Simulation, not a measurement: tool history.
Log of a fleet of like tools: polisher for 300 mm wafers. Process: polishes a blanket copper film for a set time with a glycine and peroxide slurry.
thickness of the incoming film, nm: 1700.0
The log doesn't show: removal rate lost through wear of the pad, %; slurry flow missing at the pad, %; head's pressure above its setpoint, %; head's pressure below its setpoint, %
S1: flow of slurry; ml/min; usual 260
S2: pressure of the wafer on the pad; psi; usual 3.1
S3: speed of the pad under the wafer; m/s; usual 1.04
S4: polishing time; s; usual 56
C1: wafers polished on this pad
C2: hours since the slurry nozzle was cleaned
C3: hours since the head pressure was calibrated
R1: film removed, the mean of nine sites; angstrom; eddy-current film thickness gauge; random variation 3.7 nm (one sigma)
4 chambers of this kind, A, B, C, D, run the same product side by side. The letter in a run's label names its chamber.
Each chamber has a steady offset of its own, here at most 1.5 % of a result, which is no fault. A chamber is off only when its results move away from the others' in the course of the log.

run,hour,S1,S2,S3,S4,C1,C2,C3,R1
1B,4,260,3.1,1.04,56,1049,48.1,902.2,3739.2
# hour 5.3: chamber B: worn pad replaced by a new one
2C,7.6,260,3.1,1.04,56,868,76.3,281.1,3747.5
# hour 8.3: chamber A: worn pad replaced by a new one
3A,11.8,260,3.1,1.04,56,52,63.1,306.7,3767.8
4D,18.9,260,3.1,1.04,56,886,81.5,320.4,3717.6
5B,22.2,260,3.1,1.04,70,250,66.3,920.4,4719.2
6A,26.5,260,3.1,1.04,70,269,77.8,321.4,4668.3
7C,32.3,260,3.1,1.04,70,1233,101,305.8,4719.6
8D,37.4,260,3.1,1.04,70,1159,100,338.9,4666.8
9B,44.4,260,3.1,1.04,56,578,88.5,942.6,3701.9
# hour 48.6: chamber A: worn pad replaced by a new one
10C,50.1,260,3.1,1.04,56,1497,118.8,323.6,3715.2
11D,55.5,260,3.1,1.04,56,1426,118.1,357,3764.3
# hour 58.4: chamber D: worn pad replaced by a new one
12A,60.7,320,3.1,1.04,56,179,112,355.6,3779.3
# hour 63.2: chamber D: head pressure recalibrated
# hour 64.1: chamber C: worn pad replaced by a new one
13C,67.4,320,3.1,1.04,56,48,136.1,340.9,3875.3
14A,70.5,320,3.1,1.04,56,324,121.8,365.4,3754.7
15D,77.1,320,3.1,1.04,56,277,139.7,14,3535.3
16B,81.6,260,3.1,1.04,56,1128,125.7,979.8,3742.4
# hour 83.2: chamber B: worn pad replaced by a new one
17B,85.6,260,3.1,1.04,56,36,129.7,983.8,3711
18A,92.5,260,3.1,1.04,56,649,143.8,387.4,3656.1
# hour 96.3: chamber A: worn pad replaced by a new one
19C,97,260,3.1,1.04,56,486,165.7,370.5,3768.8
20D,101.3,260,3.1,1.04,56,635,163.9,38.2,3386.3
21D,107.4,260,3.1,1.04,56,725,170,44.3,3430.4
22C,110.9,260,2.3,1.04,56,691,179.6,384.4,2979.7
23B,115.5,260,2.3,1.04,56,477,159.6,1013.7,2952.4
24A,121.6,260,2.3,1.04,56,375,172.9,416.5,2870.6
25C,124.8,260,2.3,1.04,56,897,193.5,398.3,2965.1
26B,131.9,260,3.1,1.04,56,720,176,1030.1,3774.1
27D,137.4,260,3.1,1.04,56,1168,200,74.3,3420.6
28A,142.8,260,3.1,1.04,56,688,194.1,437.7,3688.8
# hour 145.8: chamber A: worn pad replaced by a new one
29A,148.7,260,3.1,1.04,56,42,200,443.6,3692.6
# hour 149.9: chamber D: worn pad replaced by a new one
30D,153.3,260,3.1,1.04,56,51,215.9,90.2,3412.8

All 4 chambers run these settings next. Forecast each chamber's results:
31A,158.4,260,3.1,1.04,56,,,,?
31B,158.4,260,3.1,1.04,56,,,,?
31C,158.4,260,3.1,1.04,56,,,,?
31D,158.4,260,3.1,1.04,56,,,,?

run,R1
31A,3693.2
31B,3657.3
31C,3698.3
31D,3446.2
